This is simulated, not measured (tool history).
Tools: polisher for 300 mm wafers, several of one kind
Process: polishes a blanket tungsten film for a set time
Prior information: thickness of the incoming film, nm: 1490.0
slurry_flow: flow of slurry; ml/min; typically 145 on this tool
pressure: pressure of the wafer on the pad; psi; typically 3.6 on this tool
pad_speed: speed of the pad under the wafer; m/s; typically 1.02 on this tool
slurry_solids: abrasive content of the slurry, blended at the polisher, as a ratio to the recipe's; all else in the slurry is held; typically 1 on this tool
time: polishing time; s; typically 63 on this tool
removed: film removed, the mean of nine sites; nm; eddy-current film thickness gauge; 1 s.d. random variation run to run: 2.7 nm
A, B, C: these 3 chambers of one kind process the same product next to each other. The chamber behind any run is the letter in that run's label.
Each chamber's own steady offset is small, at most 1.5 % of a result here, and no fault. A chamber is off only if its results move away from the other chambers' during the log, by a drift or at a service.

{"run": "1A", "hour": 2.1, "slurry_flow": 145, "pressure": 3.6, "pad_speed": 1.02, "slurry_solids": 1, "time": 63, "removed": 319.66}
{"run": "2B", "hour": 4.6, "slurry_flow": 145, "pressure": 3.6, "pad_speed": 1.02, "slurry_solids": 1, "time": 63, "removed": 325.79}
{"hour": 4.7, "done": "chamber A: slurry nozzle cleaned"}
{"run": "3C", "hour": 7.9, "slurry_flow": 145, "pressure": 3.6, "pad_speed": 1.02, "slurry_solids": 1, "time": 63, "removed": 316.91}
{"run": "4A", "hour": 9.9, "slurry_flow": 145, "pressure": 3.6, "pad_speed": 1.02, "slurry_solids": 1, "time": 63, "removed": 320.11}
{"run": "5B", "hour": 14.4, "slurry_flow": 145, "pressure": 3.6, "pad_speed": 1.02, "slurry_solids": 1, "time": 63, "removed": 326.96}
{"run": "6C", "hour": 17.6, "slurry_flow": 145, "pressure": 3.6, "pad_speed": 1.02, "slurry_solids": 1, "time": 63, "removed": 323.77}
{"run": "7B", "hour": 20.3, "slurry_flow": 145, "pressure": 3.6, "pad_speed": 1.02, "slurry_solids": 1, "time": 63, "removed": 323.9}
{"run": "8A", "hour": 23.6, "slurry_flow": 145, "pressure": 3.6, "pad_speed": 1.02, "slurry_solids": 1, "time": 63, "removed": 322.01}
{"hour": 24.5, "done": "chamber C: slurry nozzle cleaned"}
{"run": "9C", "hour": 28.0, "slurry_flow": 145, "pressure": 3.6, "pad_speed": 1.02, "slurry_solids": 1, "time": 63, "removed": 326.43}
{"run": "10A", "hour": 31.7, "slurry_flow": 145, "pressure": 3.6, "pad_speed": 1.02, "slurry_solids": 1, "time": 63, "removed": 321.42}
{"hour": 35.4, "done": "chamber C: worn pad replaced by a new one"}
{"run": "11B", "hour": 35.7, "slurry_flow": 145, "pressure": 3.6, "pad_speed": 1.02, "slurry_solids": 1, "time": 63, "removed": 326.82}
{"hour": 38.7, "done": "chamber B: slurry tank refilled with fresh slurry and peroxide"}
{"run": "12C", "hour": 39.7, "slurry_flow": 145, "pressure": 3.6, "pad_speed": 1.02, "slurry_solids": 1, "time": 63, "removed": 323.8}
{"run": "13C", "hour": 42.2, "slurry_flow": 145, "pressure": 3.6, "pad_speed": 1.02, "slurry_solids": 1, "time": 63, "removed": 325.75}
{"run": "14B", "hour": 45.4, "slurry_flow": 145, "pressure": 3.6, "pad_speed": 1.02, "slurry_solids": 1, "time": 63, "removed": 324.64}
{"run": "15A", "hour": 48.3, "slurry_flow": 145, "pressure": 3.6, "pad_speed": 1.02, "slurry_solids": 1, "time": 63, "removed": 322.18}
{"run": "16A", "hour": 52.9, "slurry_flow": 145, "pressure": 3.6, "pad_speed": 1.02, "slurry_solids": 1, "time": 63, "removed": 319.59}
{"run": "17B", "hour": 55.0, "slurry_flow": 145, "pressure": 3.6, "pad_speed": 1.02, "slurry_solids": 1, "time": 63, "removed": 328.83}
{"run": "18C", "hour": 58.7, "slurry_flow": 145, "pressure": 3.6, "pad_speed": 1.02, "slurry_solids": 1, "time": 63, "removed": 315.8}
{"run": "19C", "hour": 63.3, "slurry_flow": 145, "pressure": 3.6, "pad_speed": 1.02, "slurry_solids": 1, "time": 63, "removed": 322.03}
{"run": "20A", "hour": 67.1, "slurry_flow": 145, "pressure": 3.6, "pad_speed": 1.02, "slurry_solids": 1, "time": 63, "removed": 313.05}
{"run": "21B", "hour": 69.3, "slurry_flow": 145, "pressure": 3.6, "pad_speed": 1.02, "slurry_solids": 1, "time": 63, "removed": 325.18}
{"run": "22A", "hour": 71.8, "slurry_flow": 145, "pressure": 3, "pad_speed": 1.02, "slurry_solids": 1, "time": 63, "removed": 264.22}
{"run": "23C", "hour": 76.0, "slurry_flow": 145, "pressure": 3, "pad_speed": 1.02, "slurry_solids": 1, "time": 63, "removed": 267.67}
{"run": "24B", "hour": 79.5, "slurry_flow": 145, "pressure": 3, "pad_speed": 1.02, "slurry_solids": 1, "time": 63, "removed": 273}
{"run": "25A", "hour": 82.9, "slurry_flow": 145, "pressure": 3.6, "pad_speed": 1.02, "slurry_solids": 1, "time": 63, "removed": 307.38}
{"run": "26C", "hour": 87.0, "slurry_flow": 145, "pressure": 3.6, "pad_speed": 1.02, "slurry_solids": 0.75, "time": 79, "removed": 375.15}
{"run": "27B", "hour": 89.8, "slurry_flow": 145, "pressure": 3.6, "pad_speed": 1.02, "slurry_solids": 0.75, "time": 79, "removed": 381.43}
{"hour": 91.6, "done": "chamber A: slurry tank refilled with fresh slurry and peroxide"}
{"run": "28A", "hour": 92.2, "slurry_flow": 145, "pressure": 3.6, "pad_speed": 1.02, "slurry_solids": 0.75, "time": 79, "removed": 355.66}
{"run": "29B", "hour": 96.1, "slurry_flow": 145, "pressure": 3.6, "pad_speed": 1.02, "slurry_solids": 1, "time": 63, "removed": 323.53}
{"run": "30C", "hour": 99.6, "slurry_flow": 145, "pressure": 3.6, "pad_speed": 1.2, "slurry_solids": 1, "time": 63, "removed": 379.37}
{"hour": 101.2, "done": "chamber B: worn pad replaced by a new one"}
{"hour": 102.8, "done": "chamber C: worn pad replaced by a new one"}
{"run": "31A", "hour": 103.0, "slurry_flow": 145, "pressure": 3.6, "pad_speed": 1.2, "slurry_solids": 1, "time": 63, "removed": 343.47}
{"hour": 103.6, "done": "chamber C: slurry tank refilled with fresh slurry and peroxide"}
{"run": "32B", "hour": 107.4, "slurry_flow": 145, "pressure": 3.6, "pad_speed": 1.2, "slurry_solids": 1, "time": 63, "removed": 386.09}
{"hour": 109.4, "done": "chamber B: slurry tank refilled with fresh slurry and peroxide"}
{"run": "33C", "hour": 109.5, "slurry_flow": 145, "pressure": 3.6, "pad_speed": 1.02, "slurry_solids": 1, "time": 63, "removed": 326.64}
{"run": "34B", "hour": 112.7, "slurry_flow": 145, "pressure": 3.6, "pad_speed": 1.02, "slurry_solids": 1, "time": 63, "removed": 331.78}
{"run": "35A", "hour": 114.9, "slurry_flow": 145, "pressure": 3.6, "pad_speed": 1.02, "slurry_solids": 1, "time": 63, "removed": 289.32}
{"run": "36C", "hour": 118.2, "slurry_flow": 145, "pressure": 3.6, "pad_speed": 1.02, "slurry_solids": 1, "time": 63, "removed": 326.84}

Does one chamber stand apart from the rest, does the shared gauge drift, or is all well apart from small per-chamber offsets? Give the chamber and the most likely cause, where there is one.

Little by little, chamber A moves away from the other chambers.
Most likely cause: removal rate lost through wear of the pad, % = 10.8.
Not necessarily distinguishable in this log from: slurry flow missing at the pad, %; head's pressure below its setpoint, %; abrasive missing from the slurry, %.

Chamber A could run next with any of the 4 candidate recipes listed below; each alters the usual settings, and their results appear as question marks. Which one brings its results back in line with what the other chambers deliver on the usual settings?
Counts as in line when no further than this from what the other chambers average on the usual settings: removed 9.3 nm
{"run": "37A-1", "hour": 121.5, "slurry_flow": 145, "pressure": 3.7, "pad_speed": 1.04, "slurry_solids": 1, "time": 64, "removed": "?"}
{"run": "37A-2", "hour": 121.5, "slurry_flow": 145, "pressure": 3.5, "pad_speed": 1, "slurry_solids": 1, "time": 63, "removed": "?"}
{"run": "37A-3", "hour": 121.5, "slurry_flow": 145, "pressure": 3.8, "pad_speed": 1.02, "slurry_solids": 1, "time": 67, "removed": "?"}
{"run": "37A-4", "hour": 121.5, "slurry_flow": 145, "pressure": 3.6, "pad_speed": 0.96, "slurry_solids": 1, "time": 59, "removed": "?"}

Other chambers, usual settings, mean: removed 324.17 nm
run=37A-1 removed=305
run=37A-2 removed=273.35
run=37A-3 removed=321.52
run=37A-4 removed=252.71
The right change is 37A-3: it brings the chamber back within the allowed miss of the others.
